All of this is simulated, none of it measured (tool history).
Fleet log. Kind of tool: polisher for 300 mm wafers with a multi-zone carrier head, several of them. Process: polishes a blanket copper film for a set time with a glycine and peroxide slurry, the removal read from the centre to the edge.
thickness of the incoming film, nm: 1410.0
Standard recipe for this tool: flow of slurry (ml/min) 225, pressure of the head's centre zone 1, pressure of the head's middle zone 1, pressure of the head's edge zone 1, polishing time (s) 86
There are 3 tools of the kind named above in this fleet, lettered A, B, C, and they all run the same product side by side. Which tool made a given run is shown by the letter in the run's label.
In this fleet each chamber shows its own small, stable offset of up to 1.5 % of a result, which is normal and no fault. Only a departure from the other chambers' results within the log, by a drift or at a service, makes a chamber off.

| run | hour | flow of slurry (ml/min) | pressure of the head's centre zone | pressure of the head's middle zone | pressure of the head's edge zone | polishing time (s) | wafers polished on this pad | hours since the slurry nozzle was cleaned | hours since the centre zone pressure was calibrated | hours since the edge zone pressure was calibrated | film removed at the wafer's centre (nm) | film removed at mid-radius (nm) | film removed at the wafer's edge (nm) |
|---|---|---|---|---|---|---|---|---|---|---|---|---|---|
| 1C | 6.7 | 225 | 1 | 1 | 1 | 86 | 553 | 441.6 | 57.6 | 410.4 | 468.49 | 471.12 | 466.99 |
| 2A | 13.5 | 225 | 1 | 1 | 1 | 86 | 118 | 264.9 | 300 | 91.4 | 470.6 | 468.1 | 457.63 |
| 3B | 25.2 | 225 | 1 | 1 | 1 | 86 | 518 | 270.4 | 94.8 | 188 | 468.83 | 470.78 | 481.81 |
|  | 31.4 | chamber A: slurry nozzle cleaned |
| 4A | 36.3 | 225 | 1 | 1 | 1 | 86 | 294 | 4.9 | 322.8 | 114.2 | 459.58 | 476.71 | 459.14 |
| 5C | 46.6 | 225 | 1 | 1 | 1 | 86 | 861 | 481.5 | 97.5 | 450.3 | 463.11 | 468.93 | 469 |
| 6B | 56.1 | 225 | 1.09 | 1 | 1 | 86 | 756 | 301.3 | 125.7 | 218.9 | 505.31 | 475.74 | 474.86 |
|  | 59.4 | chamber C: worn pad replaced by a new one |
| 7C | 65.8 | 225 | 1.09 | 1 | 1 | 86 | 49 | 500.7 | 116.7 | 469.5 | 512.81 | 471.28 | 473.08 |
|  | 72.2 | chamber A: worn pad replaced by a new one |
| 8A | 75.2 | 225 | 1.09 | 1 | 1 | 86 | 23 | 43.8 | 361.7 | 153.1 | 506.37 | 480.75 | 466.06 |
| 9B | 87.2 | 225 | 1 | 1 | 0.95 | 113 | 996 | 332.4 | 156.8 | 250 | 618.1 | 614.48 | 600.44 |
|  | 99.5 | chamber B: worn pad replaced by a new one |
| 10B | 100 | 225 | 1 | 1 | 0.95 | 113 | 3 | 345.2 | 169.6 | 262.8 | 608.67 | 624.53 | 611.83 |
| 11C | 109.2 | 225 | 1 | 1 | 0.95 | 113 | 384 | 544.1 | 160.1 | 512.9 | 615.13 | 604.62 | 600.32 |
| 12A | 117.7 | 225 | 1 | 1 | 1 | 86 | 351 | 86.3 | 404.2 | 195.6 | 461.42 | 469.74 | 462.17 |
| 13C | 129.1 | 225 | 1 | 1 | 1 | 86 | 537 | 564 | 180 | 532.8 | 458.91 | 459.04 | 460.88 |
| 14A | 136 | 225 | 1 | 1 | 1 | 86 | 492 | 104.6 | 422.5 | 213.9 | 469.26 | 465.39 | 462.15 |
| 15B | 142.3 | 225 | 1 | 1 | 1 | 86 | 329 | 387.5 | 211.9 | 305.1 | 470.38 | 473.66 | 477.22 |
| 16B | 149.3 | 225 | 1 | 1 | 1 | 86 | 383 | 394.5 | 218.9 | 312.1 | 462.24 | 472.03 | 475.46 |
|  | 157.6 | chamber A: worn pad replaced by a new one |
| 17A | 159.3 | 225 | 1 | 1 | 1 | 86 | 13 | 127.9 | 445.8 | 237.2 | 472.56 | 479.07 | 461.08 |
| 18C | 165.5 | 225 | 1 | 1 | 1 | 86 | 818 | 600.4 | 216.4 | 569.2 | 457.23 | 461.59 | 466.35 |
| 19A | 175.7 | 225 | 1 | 1 | 1 | 86 | 140 | 144.3 | 462.2 | 253.6 | 459 | 469.29 | 462.04 |
|  | 180.6 | chamber C: worn pad replaced by a new one |
| 20C | 182.5 | 225 | 1 | 0.96 | 1 | 86 | 15 | 617.4 | 233.4 | 586.2 | 453.86 | 440.19 | 459.16 |
| 21B | 193.8 | 225 | 1 | 0.96 | 1 | 86 | 726 | 439 | 263.4 | 356.6 | 468.46 | 450.3 | 474.34 |
| 22B | 200.6 | 225 | 1 | 0.96 | 1 | 86 | 779 | 445.8 | 270.2 | 363.4 | 461.91 | 453.94 | 475.39 |
| 23C | 208.7 | 225 | 1 | 1 | 1 | 86 | 217 | 643.6 | 259.6 | 612.4 | 452.64 | 455.9 | 460.48 |
| 24A | 220.3 | 255 | 1 | 1 | 1 | 86 | 483 | 188.9 | 506.8 | 298.2 | 466.83 | 478.62 | 468.46 |
| 25B | 230.3 | 255 | 1 | 1 | 1 | 86 | 1008 | 475.5 | 299.9 | 393.1 | 483.6 | 481.58 | 482.67 |
|  | 237.3 | chamber A: worn pad replaced by a new one |
|  | 239.8 | chamber B: worn pad replaced by a new one |
| 26C | 243.6 | 255 | 1 | 1 | 1 | 86 | 486 | 678.5 | 294.5 | 647.3 | 460.35 | 463.76 | 467.34 |
| 27A | 250.9 | 225 | 1 | 1 | 1 | 86 | 105 | 219.5 | 537.4 | 328.8 | 461.49 | 476.52 | 467.37 |
| 28C | 263.6 | 225 | 1 | 1 | 1 | 86 | 640 | 698.5 | 314.5 | 667.3 | 444.56 | 450.16 | 452.49 |
|  | 265.5 | chamber A: slurry nozzle cleaned |
| 29A | 276.9 | 225 | 0.94 | 1 | 0.91 | 86 | 305 | 11.4 | 563.4 | 354.8 | 431.92 | 471.62 | 444.47 |
| 30B | 283.5 | 225 | 0.94 | 1 | 0.91 | 86 | 337 | 528.7 | 353.1 | 446.3 | 435.06 | 467.25 | 455.46 |
| 31C | 294.9 | 225 | 0.94 | 1 | 0.91 | 86 | 881 | 729.8 | 345.8 | 698.6 | 406.16 | 444.29 | 435.39 |
| 32B | 302.8 | 225 | 1 | 1 | 1 | 86 | 486 | 548 | 372.4 | 465.6 | 466.55 | 476.77 | 473.34 |
| 33A | 310 | 225 | 1 | 1 | 0.91 | 86 | 560 | 44.5 | 596.5 | 387.9 | 470.54 | 472.17 | 440.48 |
|  | 311.7 | chamber A: worn pad replaced by a new one |
| 34A | 321.4 | 225 | 1 | 1 | 0.91 | 86 | 75 | 55.9 | 607.9 | 399.3 | 454.89 | 473.01 | 443.03 |
|  | 325.9 | chamber C: worn pad replaced by a new one |
| 35C | 327.7 | 225 | 1 | 1 | 0.91 | 86 | 14 | 762.6 | 378.6 | 731.4 | 439.07 | 439.94 | 427.8 |
| 36B | 337.4 | 225 | 1 | 1 | 1 | 86 | 752 | 582.6 | 407 | 500.2 | 468.29 | 472.59 | 470.68 |

Next, every chamber runs the same settings. What will each give?
| 37A | 347 | 225 | 1 | 1 | 1 | 86 |  |  |  |  | ? | ? | ? |
| 37B | 347 | 225 | 1 | 1 | 1 | 86 |  |  |  |  | ? | ? | ? |
| 37C | 347 | 225 | 1 | 1 | 1 | 86 |  |  |  |  | ? | ? | ? |

| run | film removed at the wafer's centre (nm) | film removed at mid-radius (nm) | film removed at the wafer's edge (nm) |
|---|---|---|---|
| 37A | 464.28 | 471.58 | 475.89 |
| 37B | 470.29 | 471.68 | 474.57 |
| 37C | 424.42 | 432.05 | 442.69 |

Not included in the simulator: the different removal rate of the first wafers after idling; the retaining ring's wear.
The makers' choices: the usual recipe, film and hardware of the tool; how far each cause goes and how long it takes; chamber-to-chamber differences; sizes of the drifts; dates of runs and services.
